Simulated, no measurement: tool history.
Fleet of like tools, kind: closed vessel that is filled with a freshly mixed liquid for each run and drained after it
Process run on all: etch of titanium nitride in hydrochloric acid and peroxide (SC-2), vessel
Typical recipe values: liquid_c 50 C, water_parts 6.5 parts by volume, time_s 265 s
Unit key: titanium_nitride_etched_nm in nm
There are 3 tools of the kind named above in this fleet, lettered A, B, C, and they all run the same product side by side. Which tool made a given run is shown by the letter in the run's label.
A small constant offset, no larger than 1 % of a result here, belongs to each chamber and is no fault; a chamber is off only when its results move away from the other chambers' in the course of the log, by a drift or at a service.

| run | hour | liquid_c | water_parts | time_s | hours since the thermometer was replaced | hours since the chemicals flow meter was replaced | hours since the drum of peroxide was connected | read-back film thickness of the titanium nitride reference wafer, read on the same gauge (nm) | titanium_nitride_etched_nm |
|---|---|---|---|---|---|---|---|---|---|
| 1C | 7.2 | 50 | 6.5 | 265 | 196.9 | 252.6 | 215.7 | 89.987 | 11.0460 |
| 2A | 12.5 | 50 | 6.5 | 265 | 425.4 | 68.9 | 46.0 | 90.014 | 11.0820 |
| 3B | 18.5 | 50 | 6.5 | 265 | 2229.8 | 1655.4 | 164.9 | 90.028 | 11.0840 |
| 4B | 26.4 | 50 | 6.5 | 265 | 2237.7 | 1663.3 | 172.8 | 89.999 | 11.0740 |
| 5A | 32.9 | 50 | 6.5 | 265 | 445.8 | 89.3 | 66.4 | 90.053 | 11.0990 |
| 6C | 39.8 | 50 | 6.5 | 265 | 229.5 | 285.2 | 248.3 | 90.043 | 11.0040 |
| 7A | 45.7 | 50 | 6.5 | 265 | 458.6 | 102.1 | 79.2 | 89.954 | 11.1550 |
| 8B | 53.8 | 50 | 6.5 | 265 | 2265.1 | 1690.7 | 200.2 | 90.003 | 11.0340 |
| 9C | 61.7 | 50 | 6.5 | 265 | 251.4 | 307.1 | 270.2 | 90.019 | 11.0650 |
| 10B | 67.4 | 50 | 6.5 | 265 | 2278.7 | 1704.3 | 213.8 | 89.985 | 11.2640 |
| 11A | 71.8 | 50 | 6.5 | 265 | 484.7 | 128.2 | 105.3 | 89.985 | 11.1140 |
| 12C | 81.2 | 50 | 6.5 | 265 | 270.9 | 326.6 | 289.7 | 90.001 | 10.9360 |
| 13C | 90.5 | 50 | 6.5 | 265 | 280.2 | 335.9 | 299.0 | 89.970 | 10.9500 |
| 14B | 96.6 | 50 | 6.5 | 265 | 2307.9 | 1733.5 | 243.0 | 89.976 | 11.0690 |
| 15A | 104.0 | 50 | 6.5 | 265 | 516.9 | 160.4 | 137.5 | 90.020 | 11.0680 |
| 16B | 111.8 | 50 | 6.5 | 265 | 2323.1 | 1748.7 | 258.2 | 90.019 | 11.1000 |
| 17A | 118.4 | 50 | 6.5 | 265 | 531.3 | 174.8 | 151.9 | 89.984 | 11.1250 |
| 18C | 126.4 | 50 | 6.5 | 265 | 316.1 | 371.8 | 334.9 | 89.980 | 11.0690 |
| 19C | 135.4 | 50 | 6.5 | 265 | 325.1 | 380.8 | 343.9 | 90.015 | 11.0320 |
| 20B | 139.9 | 50 | 6.5 | 265 | 2351.2 | 1776.8 | 286.3 | 89.979 | 10.9380 |
| 21A | 146.9 | 50 | 6.5 | 265 | 559.8 | 203.3 | 180.4 | 89.995 | 11.0810 |
| 22B | 154.6 | 50 | 6.5 | 265 | 2365.9 | 1791.5 | 301.0 | 90.064 | 10.9320 |
| 23A | 162.8 | 50 | 6.5 | 265 | 575.7 | 219.2 | 196.3 | 89.993 | 11.0660 |
| 24C | 171.2 | 50 | 6.5 | 265 | 360.9 | 416.6 | 379.7 | 90.017 | 11.0090 |
| 25B | 179.5 | 50 | 6.5 | 315 | 2390.8 | 1816.4 | 325.9 | 90.028 | 12.7600 |
| 26A | 184.5 | 50 | 6.5 | 315 | 597.4 | 240.9 | 218.0 | 90.023 | 13.2090 |
| 27C | 188.7 | 50 | 6.5 | 315 | 378.4 | 434.1 | 397.2 | 90.000 | 13.0600 |
| 28C | 194.3 | 50 | 6.5 | 265 | 384.0 | 439.7 | 402.8 | 90.040 | 11.0510 |
| 29A | 203.2 | 50 | 6.5 | 265 | 616.1 | 259.6 | 236.7 | 90.020 | 11.1420 |
| 30B | 210.4 | 50 | 6.5 | 265 | 2421.7 | 1847.3 | 356.8 | 90.019 | 10.7460 |
| 31B | 218.9 | 50 | 6.5 | 265 | 2430.2 | 1855.8 | 365.3 | 90.065 | 10.6310 |
| 32C | 226.6 | 50 | 6.5 | 265 | 416.3 | 472.0 | 435.1 | 89.970 | 10.9010 |
| 33A | 232.5 | 50 | 6.5 | 265 | 645.4 | 288.9 | 266.0 | 90.019 | 11.0970 |
| 34B | 241.9 | 50 | 6.5 | 315 | 2453.2 | 1878.8 | 388.3 | 90.046 | 12.6700 |
| 35C | 250.7 | 50 | 6.5 | 315 | 440.4 | 496.1 | 459.2 | 90.030 | 13.1010 |
| 36A | 256.5 | 50 | 6.5 | 315 | 669.4 | 312.9 | 290.0 | 90.071 | 13.1950 |
| 37B | 263.7 | 50 | 6.5 | 265 | 2475.0 | 1900.6 | 410.1 | 89.936 | 10.4020 |
| 38C | 270.9 | 50 | 6.5 | 265 | 460.6 | 516.3 | 479.4 | 89.975 | 11.1410 |
| 39A | 277.3 | 45 | 7.5 | 265 | 690.2 | 333.7 | 310.8 | 90.030 | 7.1093 |

Is one chamber out of step, is the gauge drifting, or do the chambers differ by no more than their own small offsets? For an off chamber, give its letter and the likeliest cause.

Little by little, chamber B moves away from the other chambers.
Most likely cause: chemicals flow below the setpoint (%) = 7.6.
With only this log, it may be confused with: liquid colder than its thermometer reads (K); peroxide weaker than its label (%).

Below are 4 candidate recipes for chamber B's next run, each the usual settings with a change, their results shown as question marks. Which of them brings B's results back in line with what the other chambers give on the usual settings?
Counts as in line when no further than this from what the other chambers average on the usual settings: titanium_nitride_etched_nm 0.2500 nm
| 40B-1 | 284.1 | 50 | 6.5 | 280 |  |  |  |  | ? |
| 40B-2 | 284.1 | 50 | 6.5 | 250 |  |  |  |  | ? |
| 40B-3 | 284.1 | 50 | 6.5 | 260 |  |  |  |  | ? |
| 40B-4 | 284.1 | 50 | 6.5 | 270 |  |  |  |  | ? |

The other chambers' mean on the usual settings: titanium_nitride_etched_nm 11.0370 nm
| run | titanium_nitride_etched_nm |
|---|---|
| 40B-1 | 11.0650 |
| 40B-2 | 9.8791 |
| 40B-3 | 10.2740 |
| 40B-4 | 10.6690 |
The right change is 40B-1: it brings the chamber back within the allowed miss of the others.
